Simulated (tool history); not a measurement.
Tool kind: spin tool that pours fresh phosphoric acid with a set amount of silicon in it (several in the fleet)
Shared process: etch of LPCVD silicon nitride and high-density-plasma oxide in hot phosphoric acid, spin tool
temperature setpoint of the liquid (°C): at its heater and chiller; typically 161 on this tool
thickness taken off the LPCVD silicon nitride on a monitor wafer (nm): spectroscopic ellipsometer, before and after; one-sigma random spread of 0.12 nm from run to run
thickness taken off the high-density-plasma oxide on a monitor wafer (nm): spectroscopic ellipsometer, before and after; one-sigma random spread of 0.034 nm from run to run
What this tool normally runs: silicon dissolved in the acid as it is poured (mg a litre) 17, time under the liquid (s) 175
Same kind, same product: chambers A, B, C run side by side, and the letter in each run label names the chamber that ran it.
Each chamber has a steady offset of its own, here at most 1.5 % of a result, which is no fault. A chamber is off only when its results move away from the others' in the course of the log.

| run | hour | temperature setpoint of the liquid (°C) | silicon dissolved in the acid as it is poured (mg a litre) | time under the liquid (s) | read-back film thickness of the LPCVD silicon nitride reference wafer, read on the same gauge (nm) | read-back film thickness of the high-density-plasma oxide reference wafer, read on the same gauge (nm) | thickness taken off the LPCVD silicon nitride on a monitor wafer (nm) | thickness taken off the high-density-plasma oxide on a monitor wafer (nm) |
|---|---|---|---|---|---|---|---|---|
| 1B | 5.8 | 161 | 17 | 175 | 30.035 | 60.033 | 15.144 | 0.53466 |
| 2C | 13.4 | 161 | 17 | 175 | 29.995 | 60.024 | 14.92 | 0.52621 |
| 3A | 18.1 | 161 | 17 | 175 | 30.008 | 59.986 | 14.865 | 0.47499 |
| 4B | 28.6 | 161 | 17 | 175 | 29.983 | 59.99 | 14.658 | 0.53536 |
| 5A | 38.6 | 161 | 17 | 175 | 29.975 | 59.98 | 14.736 | 0.5094 |
| 6C | 48.9 | 161 | 17 | 175 | 30.046 | 59.991 | 14.587 | 0.50727 |
| 7A | 59.6 | 159 | 8.5 | 175 | 29.983 | 59.949 | 13.685 | 0.51732 |
| 8C | 68 | 159 | 8.5 | 175 | 30.024 | 60.029 | 14.063 | 0.57103 |
| 9B | 78.3 | 159 | 8.5 | 175 | 30 | 59.986 | 14.018 | 0.59439 |
| 10A | 86.1 | 161 | 17 | 175 | 30.063 | 60.016 | 14.835 | 0.49822 |
| 11B | 91 | 161 | 17 | 175 | 30.034 | 60.017 | 14.645 | 0.55401 |
| 12C | 97 | 161 | 17 | 175 | 30.041 | 59.963 | 14.899 | 0.50539 |
| 13B | 106 | 161 | 17 | 175 | 29.985 | 60.076 | 14.765 | 0.47226 |
| 14C | 115.6 | 161 | 17 | 175 | 29.924 | 60.03 | 14.551 | 0.53457 |
| 15A | 123.2 | 161 | 17 | 175 | 29.975 | 60.007 | 14.883 | 0.55869 |
|  | 129.8 | chamber C: dissolved silicon flow meter replaced |
| 16A | 133.4 | 161 | 17 | 175 | 30.023 | 60.019 | 14.615 | 0.50634 |
| 17C | 142.4 | 161 | 27 | 175 | 29.982 | 59.988 | 14.877 | 0.35273 |
| 18B | 149.1 | 161 | 27 | 175 | 30.01 | 60.047 | 14.937 | 0.35593 |
| 19B | 156 | 161 | 27 | 175 | 29.982 | 59.992 | 14.975 | 0.34768 |
| 20A | 162.1 | 161 | 17 | 175 | 30.039 | 60.034 | 14.509 | 0.52308 |
| 21C | 170 | 161 | 17 | 175 | 29.998 | 59.999 | 14.907 | 0.52504 |
| 22C | 176.1 | 161 | 17 | 175 | 30.008 | 59.977 | 14.903 | 0.49362 |
| 23B | 182.8 | 161 | 17 | 175 | 30.024 | 60.034 | 14.893 | 0.5308 |
| 24A | 191.9 | 161 | 24.5 | 175 | 30.013 | 60.001 | 14.68 | 0.38089 |
| 25C | 198.3 | 161 | 24.5 | 175 | 30.04 | 59.99 | 14.886 | 0.41287 |
| 26A | 207.4 | 161 | 24.5 | 175 | 29.998 | 60.003 | 14.626 | 0.44947 |
| 27B | 213.5 | 161 | 17 | 175 | 29.982 | 60.033 | 14.966 | 0.5271 |
|  | 221 | chamber C: heated supply line repaired |
| 28B | 222.4 | 162.5 | 6.5 | 175 | 29.988 | 59.996 | 15.439 | 0.69221 |
| 29A | 232.3 | 162.5 | 6.5 | 175 | 29.975 | 59.963 | 15.439 | 0.66013 |
| 30C | 241.9 | 162.5 | 6.5 | 175 | 30.068 | 59.986 | 15.642 | 0.77058 |
| 31C | 249.9 | 161 | 22.5 | 175 | 30 | 59.97 | 14.723 | 0.39536 |
| 32B | 260.1 | 161 | 22.5 | 175 | 29.993 | 59.985 | 14.781 | 0.44757 |
| 33A | 270.6 | 161 | 22.5 | 175 | 30.08 | 60.024 | 14.782 | 0.41393 |
| 34C | 280.3 | 161 | 10 | 175 | 29.993 | 59.961 | 14.737 | 0.64479 |
| 35A | 286.5 | 161 | 10 | 175 | 30.003 | 59.989 | 14.668 | 0.59883 |
| 36B | 293.6 | 161 | 10 | 175 | 30.066 | 60.037 | 14.796 | 0.5472 |

Decide between three cases: one chamber stands off from its peers, the gauge reading all wafers drifts, or nothing is wrong past each chamber's small offset. Where a chamber is off, say which and what most likely put it there.

Beyond each chamber's small constant offset nothing stands out, and the gauge stays steady.

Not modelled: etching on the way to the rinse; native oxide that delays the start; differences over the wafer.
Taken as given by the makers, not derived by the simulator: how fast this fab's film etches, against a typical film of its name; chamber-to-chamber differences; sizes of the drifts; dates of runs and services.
